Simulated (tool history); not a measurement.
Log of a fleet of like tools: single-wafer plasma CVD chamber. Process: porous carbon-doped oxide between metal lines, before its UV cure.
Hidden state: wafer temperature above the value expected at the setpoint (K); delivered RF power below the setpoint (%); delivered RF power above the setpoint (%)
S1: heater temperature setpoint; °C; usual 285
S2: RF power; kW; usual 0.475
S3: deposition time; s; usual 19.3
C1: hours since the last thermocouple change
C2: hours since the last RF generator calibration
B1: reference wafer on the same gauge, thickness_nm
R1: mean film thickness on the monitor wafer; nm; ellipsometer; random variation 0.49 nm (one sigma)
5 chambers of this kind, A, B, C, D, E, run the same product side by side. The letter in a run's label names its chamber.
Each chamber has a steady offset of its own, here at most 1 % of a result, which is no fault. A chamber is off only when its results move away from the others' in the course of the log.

run    day   S1     S2    S3      C1      C2      B1      R1
 1A  0.208  285  0.475  19.3  1201.6  1224.7  120.99   111.6
 2E   0.45  285  0.475  19.3   721.4   806.4  120.92  110.73
 3D  0.738  285  0.475  19.3   710.1   685.8  121.03  112.65
 4B  0.967  285  0.475  19.3  1016.6   681.2  120.94  112.22
 5C   1.15  285  0.475  19.3   717.1  1163.1  120.89  110.89
 6E  1.433  285  0.475  19.3     745     830  121.13  111.59
 7B  1.696  285  0.475  19.3  1034.1   698.7  121.07  111.78
 8C  1.946  285  0.475  19.3   736.2  1182.2  120.94  110.05
 9D  2.138  285  0.475  19.3   743.7   719.4  121.14     112
10A  2.317  285  0.475  19.3  1252.2  1275.3  120.86  112.87
11B  2.571  285  0.475  19.3  1055.1   719.7  120.87  112.27
12E  2.833  285  0.475  19.3   778.6   863.6  120.95  110.99
     2.938  -- chamber C: RF generator calibrated
13D  2.962  285  0.475  19.3   763.5   739.2  121.02  113.72
14A  3.142  285  0.475  19.3    1272  1295.1  121.17  112.59
15C  3.388  285  0.475  19.3   770.8    10.8  120.83  110.88
16E  3.667  299  0.475  19.3   798.6   883.6  120.96  102.45
17D  3.962  299  0.475  19.3   787.5   763.2  121.09  103.39
18C  4.192  299  0.475  19.3   790.1    30.1  121.09  102.38
19B  4.338  299  0.475  19.3  1097.5   762.1  120.93  103.29
20A  4.567  299  0.475  19.3  1306.2  1329.3     121  103.11
21C  4.867  285  0.475  19.3   806.3    46.3  121.08  110.58
22E  5.138  285  0.475  19.3   833.9   918.9  121.14  112.25
23D   5.35  285   0.42  21.4   820.8   796.5  120.84  113.68
24B  5.492  285   0.42  21.4  1125.2   789.8  121.01  112.65
25A  5.708  285   0.42  21.4  1333.6  1356.7  121.05  112.63
26D  5.958  285   0.42  21.4   835.4   811.1  120.96  113.66
27C  6.208  285   0.42  21.4   838.5    78.5  120.95   112.2
28E  6.396  285  0.475  19.3   864.1   949.1  121.05  111.94
29B  6.629  285  0.475  19.3  1152.5   817.1  121.08  111.66
30A  6.767  285  0.475  19.3    1359  1382.1  121.01  111.49

All 5 chambers run these settings next. Forecast each chamber's results:
31A  6.979  285  0.55  19.3               ?
31B  6.979  285  0.55  19.3               ?
31C  6.979  285  0.55  19.3               ?
31D  6.979  285  0.55  19.3               ?
31E  6.979  285  0.55  19.3               ?

run      R1
31A  122.57
31B  123.99
31C  122.68
31D  124.06
31E  123.14

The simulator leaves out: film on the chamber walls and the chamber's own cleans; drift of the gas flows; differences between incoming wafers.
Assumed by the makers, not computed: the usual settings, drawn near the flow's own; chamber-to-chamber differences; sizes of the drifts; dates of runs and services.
